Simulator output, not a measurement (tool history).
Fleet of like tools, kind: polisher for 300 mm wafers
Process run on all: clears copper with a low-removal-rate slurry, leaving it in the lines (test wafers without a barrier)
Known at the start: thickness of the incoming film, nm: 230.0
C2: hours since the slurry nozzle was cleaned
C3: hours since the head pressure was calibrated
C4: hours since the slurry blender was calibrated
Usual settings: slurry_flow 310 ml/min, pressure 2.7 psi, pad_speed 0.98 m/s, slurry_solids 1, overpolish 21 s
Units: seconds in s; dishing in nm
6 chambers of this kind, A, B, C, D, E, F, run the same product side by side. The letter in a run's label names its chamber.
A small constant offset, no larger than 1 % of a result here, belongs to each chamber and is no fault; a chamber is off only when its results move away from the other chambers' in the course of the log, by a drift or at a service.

Run 1A, hour 5.5: usual settings; wafers polished on this pad 658; C2 106.8; C3 172.4; C4 191. Result: seconds 80.178 s, dishing 41.046 nm.
At hour 11.2: chamber F: worn pad replaced by a new one.
Run 2F, hour 12.5: usual settings; wafers polished on this pad 8; C2 261.9; C3 789.1; C4 116.9. Result: seconds 81.771 s, dishing 41.302 nm.
At hour 16.3: chamber D: worn pad replaced by a new one.
Run 3E, hour 16.5: usual settings; wafers polished on this pad 1245; C2 768.3; C3 193.8; C4 62.6. Result: seconds 82.83 s, dishing 41.812 nm.
At hour 17.7: chamber E: worn pad replaced by a new one.
At hour 19.2: chamber A: worn pad replaced by a new one.
Run 4B, hour 20.4: usual settings; wafers polished on this pad 708; C2 496; C3 204.2; C4 237.6. Result: seconds 80.504 s, dishing 42.506 nm.
Run 5D, hour 27.1: usual settings; wafers polished on this pad 68; C2 397.3; C3 476.4; C4 111.2. Result: seconds 80.872 s, dishing 41.209 nm.
At hour 30.9: chamber B: slurry blender recalibrated.
Run 6C, hour 32.5: usual settings; wafers polished on this pad 328; C2 276.7; C3 493.3; C4 157. Result: seconds 80.556 s, dishing 41.208 nm.
At hour 34.5: chamber B: worn pad replaced by a new one.
Run 7F, hour 36.9: usual settings; wafers polished on this pad 163; C2 286.3; C3 813.5; C4 141.3. Result: seconds 80.806 s, dishing 41.3 nm.
Run 8E, hour 44.6: usual settings; wafers polished on this pad 170; C2 796.4; C3 221.9; C4 90.7. Result: seconds 80.365 s, dishing 42.043 nm.
At hour 48.6: chamber B: slurry nozzle cleaned.
Run 9A, hour 50.7: usual settings; wafers polished on this pad 200; C2 152; C3 217.6; C4 236.2. Result: seconds 81.263 s, dishing 41.04 nm.
At hour 51.5: chamber C: worn pad replaced by a new one.
Run 10D, hour 56.6: usual settings; wafers polished on this pad 255; C2 426.8; C3 505.9; C4 140.7. Result: seconds 79.518 s, dishing 41.587 nm.
Run 11C, hour 61.6: usual settings; wafers polished on this pad 64; C2 305.8; C3 522.4; C4 186.1. Result: seconds 81.637 s, dishing 41.636 nm.
At hour 64.3: chamber F: slurry blender recalibrated.
At hour 65.1: chamber C: slurry nozzle cleaned.
Run 12B, hour 67.7: usual settings; wafers polished on this pad 210; C2 19.2; C3 251.5; C4 36.8. Result: seconds 80.788 s, dishing 42.348 nm.
At hour 69.6: chamber E: slurry nozzle cleaned.
Run 13C, hour 74.3: usual settings; wafers polished on this pad 144; C2 9.2; C3 535.1; C4 198.8. Result: seconds 81.863 s, dishing 41.425 nm.
Run 14E, hour 78.3: usual settings; wafers polished on this pad 384; C2 8.8; C3 255.6; C4 124.4. Result: seconds 79.778 s, dishing 41.464 nm.
Run 15F, hour 84.6: usual settings; wafers polished on this pad 465; C2 334; C3 861.2; C4 20.3. Result: seconds 81.563 s, dishing 40.837 nm.
Run 16A, hour 88.9: usual settings; wafers polished on this pad 442; C2 190.2; C3 255.8; C4 274.4. Result: seconds 80.741 s, dishing 41.05 nm.
At hour 91.2: chamber C: slurry blender recalibrated.
Run 17B, hour 95.2: usual settings; wafers polished on this pad 385; C2 46.7; C3 279; C4 64.3. Result: seconds 80.749 s, dishing 42.187 nm.
Run 18D, hour 100.3: usual settings; wafers polished on this pad 532; C2 470.5; C3 549.6; C4 184.4. Result: seconds 79.224 s, dishing 42.715 nm.
At hour 101.2: chamber E: slurry blender recalibrated.
Run 19A, hour 107.1: usual settings; wafers polished on this pad 557; C2 208.4; C3 274; C4 292.6. Result: seconds 81.227 s, dishing 41.291 nm.
Run 20F, hour 114: usual settings but slurry_flow 250 ml/min, pressure 1.8 psi; wafers polished on this pad 651; C2 363.4; C3 890.6; C4 49.7. Result: seconds 123.51 s, dishing 26.87 nm.
Run 21E, hour 120.4: usual settings but slurry_flow 250 ml/min, pressure 1.8 psi; wafers polished on this pad 650; C2 50.9; C3 297.7; C4 19.2. Result: seconds 125.22 s, dishing 28.114 nm.
Run 22D, hour 127.6: usual settings but slurry_flow 250 ml/min, pressure 1.8 psi; wafers polished on this pad 705; C2 497.8; C3 576.9; C4 211.7. Result: seconds 118.7 s, dishing 28.717 nm.
At hour 128.5: chamber C: worn pad replaced by a new one.
Run 23B, hour 131.3: usual settings but slurry_flow 250 ml/min, pressure 1.8 psi; wafers polished on this pad 613; C2 82.8; C3 315.1; C4 100.4. Result: seconds 122.65 s, dishing 28.181 nm.
At hour 132.9: chamber A: worn pad replaced by a new one.
Run 24C, hour 138.8: usual settings but slurry_flow 250 ml/min, pressure 1.8 psi; wafers polished on this pad 65; C2 73.7; C3 599.6; C4 47.6. Result: seconds 125.73 s, dishing 27.886 nm.
Run 25A, hour 145.5: usual settings but slurry_flow 250 ml/min, pressure 1.8 psi; wafers polished on this pad 80; C2 246.8; C3 312.4; C4 331. Result: seconds 122.93 s, dishing 27.347 nm.
Run 26D, hour 150.4: usual settings; wafers polished on this pad 849; C2 520.6; C3 599.7; C4 234.5. Result: seconds 77.852 s, dishing 44.146 nm.
At hour 157: chamber B: worn pad replaced by a new one.
Run 27F, hour 158: usual settings; wafers polished on this pad 930; C2 407.4; C3 934.6; C4 93.7. Result: seconds 81.232 s, dishing 41.473 nm.
At hour 163.3: chamber F: slurry nozzle cleaned.
Run 28C, hour 165.6: usual settings; wafers polished on this pad 235; C2 100.5; C3 626.4; C4 74.4. Result: seconds 80.833 s, dishing 41.734 nm.
At hour 170.1: chamber A: slurry nozzle cleaned.
Run 29B, hour 171.5: usual settings; wafers polished on this pad 92; C2 123; C3 355.3; C4 140.6. Result: seconds 81.314 s, dishing 42.113 nm.
At hour 173.8: chamber D: worn pad replaced by a new one.
Run 30E, hour 174.9: usual settings; wafers polished on this pad 996; C2 105.4; C3 352.2; C4 73.7. Result: seconds 80.378 s, dishing 41.354 nm.
Run 31F, hour 179.8: usual settings but pressure 3 psi, slurry_solids 0.9; wafers polished on this pad 1068; C2 16.6; C3 956.4; C4 115.5. Result: seconds 75.701 s, dishing 45.107 nm.
Run 32A, hour 184: usual settings but pressure 3 psi, slurry_solids 0.9; wafers polished on this pad 324; C2 13.9; C3 350.9; C4 369.5. Result: seconds 74.956 s, dishing 44.132 nm.
Run 33E, hour 188.3: usual settings but pressure 3 psi, slurry_solids 0.9; wafers polished on this pad 1081; C2 118.8; C3 365.6; C4 87.1. Result: seconds 75.899 s, dishing 44.174 nm.
At hour 191.5: chamber C: head pressure recalibrated.
Run 34B, hour 196: usual settings but pressure 3 psi, slurry_solids 0.9; wafers polished on this pad 247; C2 147.5; C3 379.8; C4 165.1. Result: seconds 75.358 s, dishing 44.949 nm.
At hour 199.3: chamber E: worn pad replaced by a new one.
At hour 202.7: chamber D: slurry blender recalibrated.
Run 35C, hour 202.8: usual settings but pressure 3 psi, slurry_solids 0.9; wafers polished on this pad 471; C2 137.7; C3 11.4; C4 111.6. Result: seconds 75.831 s, dishing 46.008 nm.
Run 36D, hour 206.5: usual settings but pressure 3 psi, slurry_solids 0.9; wafers polished on this pad 207; C2 576.7; C3 655.8; C4 3.8. Result: seconds 68.972 s, dishing 48.592 nm.
Run 37F, hour 212.6: usual settings; wafers polished on this pad 1276; C2 49.4; C3 989.2; C4 148.3. Result: seconds 81.336 s, dishing 41.824 nm.
At hour 215.7: chamber A: slurry blender recalibrated.
Run 38D, hour 218.9: usual settings; wafers polished on this pad 286; C2 589.1; C3 668.2; C4 16.2. Result: seconds 74.491 s, dishing 44.749 nm.
Run 39A, hour 224.3: usual settings; wafers polished on this pad 579; C2 54.2; C3 391.2; C4 8.6. Result: seconds 80.421 s, dishing 41.1 nm.
Run 40E, hour 230.2: usual settings; wafers polished on this pad 195; C2 160.7; C3 407.5; C4 129. Result: seconds 80.332 s, dishing 41.92 nm.
Run 41B, hour 237.3: usual settings; wafers polished on this pad 509; C2 188.8; C3 421.1; C4 206.4. Result: seconds 81.144 s, dishing 42.081 nm.

Has any chamber moved away from the others, gradually or after a service, or does the common gauge drift, or do the chambers differ only by their own small steady offsets? State the chamber and the most likely cause if one applies.

Little by little, chamber D moves away from the other chambers.
Cause: head's pressure above its setpoint, % = 8.69.

Here are 4 candidates for chamber D's next run, each the usual settings with a change, their results left as question marks. Which one brings its results back in line with what the others give on the usual settings?
Allowed miss from the other chambers' usual-settings mean, per result, to count as in line: seconds 2.7 s; dishing 1.5 nm
Run 42D-1, hour 242.9: usual settings but slurry_flow 315 ml/min, pressure 2.9 psi, pad_speed 1.08 m/s. Result: seconds ?, dishing ?.
Run 42D-2, hour 242.9: usual settings but pressure 2.8 psi, pad_speed 1.04 m/s. Result: seconds ?, dishing ?.
Run 42D-3, hour 242.9: usual settings but pressure 2.5 psi, pad_speed 0.9 m/s. Result: seconds ?, dishing ?.
Run 42D-4, hour 242.9: usual settings but pressure 2.6 psi, pad_speed 0.94 m/s. Result: seconds ?, dishing ?.

On the usual settings, the other chambers give on average: seconds 80.974 s; dishing 41.476 nm
  run  seconds  dishing
42D-1    62.11   52.479
42D-2   66.955   49.145
42D-3   86.962   38.964
42D-4   79.965   42.012
With 42D-4, the chamber falls back in line with the rest.

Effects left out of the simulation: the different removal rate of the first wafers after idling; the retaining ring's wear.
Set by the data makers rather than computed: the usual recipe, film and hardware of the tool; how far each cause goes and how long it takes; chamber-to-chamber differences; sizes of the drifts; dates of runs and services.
